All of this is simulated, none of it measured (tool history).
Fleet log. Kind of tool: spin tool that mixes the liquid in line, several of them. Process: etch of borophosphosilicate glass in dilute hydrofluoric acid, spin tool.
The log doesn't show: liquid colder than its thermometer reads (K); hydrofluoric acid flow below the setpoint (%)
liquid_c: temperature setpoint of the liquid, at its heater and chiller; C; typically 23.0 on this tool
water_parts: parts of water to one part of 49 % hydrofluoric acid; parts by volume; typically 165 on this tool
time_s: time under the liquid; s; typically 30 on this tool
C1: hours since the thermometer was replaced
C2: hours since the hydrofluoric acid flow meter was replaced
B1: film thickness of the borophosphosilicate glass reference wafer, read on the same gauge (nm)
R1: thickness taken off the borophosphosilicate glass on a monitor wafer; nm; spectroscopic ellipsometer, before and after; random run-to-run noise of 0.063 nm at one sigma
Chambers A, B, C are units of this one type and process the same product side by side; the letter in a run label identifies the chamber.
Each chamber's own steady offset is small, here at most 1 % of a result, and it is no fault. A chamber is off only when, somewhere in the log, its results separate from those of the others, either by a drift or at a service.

run 1C day=0.242 | liquid_c=23.0 water_parts=165 time_s=30 | C1=192.3 C2=1143.8 | B1=110.00 | R1=6.7316
run 2A day=0.379 | liquid_c=23.0 water_parts=165 time_s=30 | C1=1099.7 C2=862.6 | B1=109.99 | R1=6.8889
run 3B day=0.667 | liquid_c=23.0 water_parts=165 time_s=30 | C1=481.3 C2=366.8 | B1=110.00 | R1=6.9151
run 4A day=0.842 | liquid_c=23.0 water_parts=165 time_s=30 | C1=1110.8 C2=873.7 | B1=110.00 | R1=6.7630
run 5B day=1.112 | liquid_c=23.0 water_parts=165 time_s=30 | C1=492.0 C2=377.5 | B1=110.01 | R1=6.9070
run 6C day=1.342 | liquid_c=25.5 water_parts=165 time_s=20 | C1=218.7 C2=1170.2 | B1=109.98 | R1=4.9935
run 7A day=1.579 | liquid_c=25.5 water_parts=165 time_s=20 | C1=1128.5 C2=891.4 | B1=109.99 | R1=4.9263
run 8C day=1.862 | liquid_c=25.5 water_parts=165 time_s=20 | C1=231.2 C2=1182.7 | B1=109.97 | R1=4.9777
run 9B day=1.988 | liquid_c=23.0 water_parts=165 time_s=30 | C1=513.0 C2=398.5 | B1=110.01 | R1=6.9639
run 10A day=2.133 | liquid_c=23.0 water_parts=165 time_s=30 | C1=1141.8 C2=904.7 | B1=109.99 | R1=6.9105
run 11B day=2.283 | liquid_c=23.0 water_parts=165 time_s=30 | C1=520.1 C2=405.6 | B1=110.00 | R1=6.8584
run 12C day=2.450 | liquid_c=23.0 water_parts=215 time_s=30 | C1=245.3 C2=1196.8 | B1=110.01 | R1=4.9864
run 13C day=2.712 | liquid_c=23.0 water_parts=215 time_s=30 | C1=251.6 C2=1203.1 | B1=109.99 | R1=4.9460
run 14B day=2.862 | liquid_c=23.0 water_parts=215 time_s=30 | C1=534.0 C2=419.5 | B1=109.98 | R1=4.8635
run 15A day=3.075 | liquid_c=23.0 water_parts=165 time_s=30 | C1=1164.4 C2=927.3 | B1=110.02 | R1=6.7533
run 16B day=3.229 | liquid_c=23.0 water_parts=165 time_s=30 | C1=542.8 C2=428.3 | B1=110.01 | R1=6.7651
run 17A day=3.367 | liquid_c=23.0 water_parts=165 time_s=30 | C1=1171.4 C2=934.3 | B1=109.99 | R1=6.6843
run 18C day=3.608 | liquid_c=23.0 water_parts=165 time_s=30 | C1=273.1 C2=1224.6 | B1=110.05 | R1=6.7785
run 19B day=3.879 | liquid_c=23.0 water_parts=165 time_s=30 | C1=558.4 C2=443.9 | B1=110.00 | R1=6.8863
run 20C day=4.162 | liquid_c=23.0 water_parts=165 time_s=30 | C1=286.4 C2=1237.9 | B1=110.01 | R1=6.9483
run 21A day=4.321 | liquid_c=23.0 water_parts=165 time_s=30 | C1=1194.3 C2=957.2 | B1=109.99 | R1=6.4826
run 22A day=4.500 | liquid_c=23.0 water_parts=165 time_s=30 | C1=1198.6 C2=961.5 | B1=109.99 | R1=6.4998
run 23C day=4.733 | liquid_c=23.0 water_parts=165 time_s=30 | C1=300.1 C2=1251.6 | B1=110.00 | R1=6.7866
run 24B day=4.954 | liquid_c=23.0 water_parts=165 time_s=30 | C1=584.2 C2=469.7 | B1=109.98 | R1=6.8282
run 25A day=5.158 | liquid_c=23.0 water_parts=165 time_s=30 | C1=1214.4 C2=977.3 | B1=109.97 | R1=6.4080
run 26B day=5.292 | liquid_c=23.0 water_parts=165 time_s=30 | C1=592.3 C2=477.8 | B1=110.00 | R1=6.7822
run 27C day=5.433 | liquid_c=23.0 water_parts=165 time_s=40 | C1=316.9 C2=1268.4 | B1=110.01 | R1=9.1192
run 28A day=5.567 | liquid_c=23.0 water_parts=165 time_s=40 | C1=1224.2 C2=987.1 | B1=110.02 | R1=8.3375
run 29B day=5.729 | liquid_c=23.0 water_parts=165 time_s=40 | C1=602.8 C2=488.3 | B1=109.98 | R1=9.1310
run 30C day=5.900 | liquid_c=19.0 water_parts=135 time_s=30 | C1=328.1 C2=1279.6 | B1=110.00 | R1=7.3564
run 31B day=6.162 | liquid_c=19.0 water_parts=135 time_s=30 | C1=613.2 C2=498.7 | B1=109.99 | R1=7.3701
run 32C day=6.388 | liquid_c=19.0 water_parts=135 time_s=30 | C1=339.8 C2=1291.3 | B1=110.01 | R1=7.3438
run 33A day=6.646 | liquid_c=23.0 water_parts=165 time_s=30 | C1=1250.1 C2=1013.0 | B1=109.99 | R1=6.0746

Has any chamber moved away from the others, gradually or after a service, or does the common gauge drift, or do the chambers differ only by their own small steady offsets? State the chamber and the most likely cause if one applies.

Chamber A drifts away from the others.
What lies behind it: hydrofluoric acid flow below the setpoint (%) = 8.56.
Not necessarily distinguishable in this log from: liquid colder than its thermometer reads (K).

Below are 4 candidate recipes for chamber A's next run, each the usual settings with a change, their results shown as question marks. Which of them brings A's results back in line with what the other chambers give on the usual settings?
A result is in line if it is within this distance of the other chambers' mean on the usual settings: R1 0.2200 nm
run 34A-1 day=6.854 | liquid_c=26.0 water_parts=165 time_s=30 | R1=?
run 34A-2 day=6.854 | liquid_c=23.0 water_parts=140 time_s=30 | R1=?
run 34A-3 day=6.854 | liquid_c=22.5 water_parts=190 time_s=30 | R1=?
run 34A-4 day=6.854 | liquid_c=23.0 water_parts=180 time_s=30 | R1=?

The other chambers' mean on the usual settings: R1 6.8428 nm
run=34A-1 R1=6.8606
run=34A-2 R1=7.4600
run=34A-3 R1=5.0571
run=34A-4 R1=5.5082
With 34A-1, the chamber falls back in line with the rest.
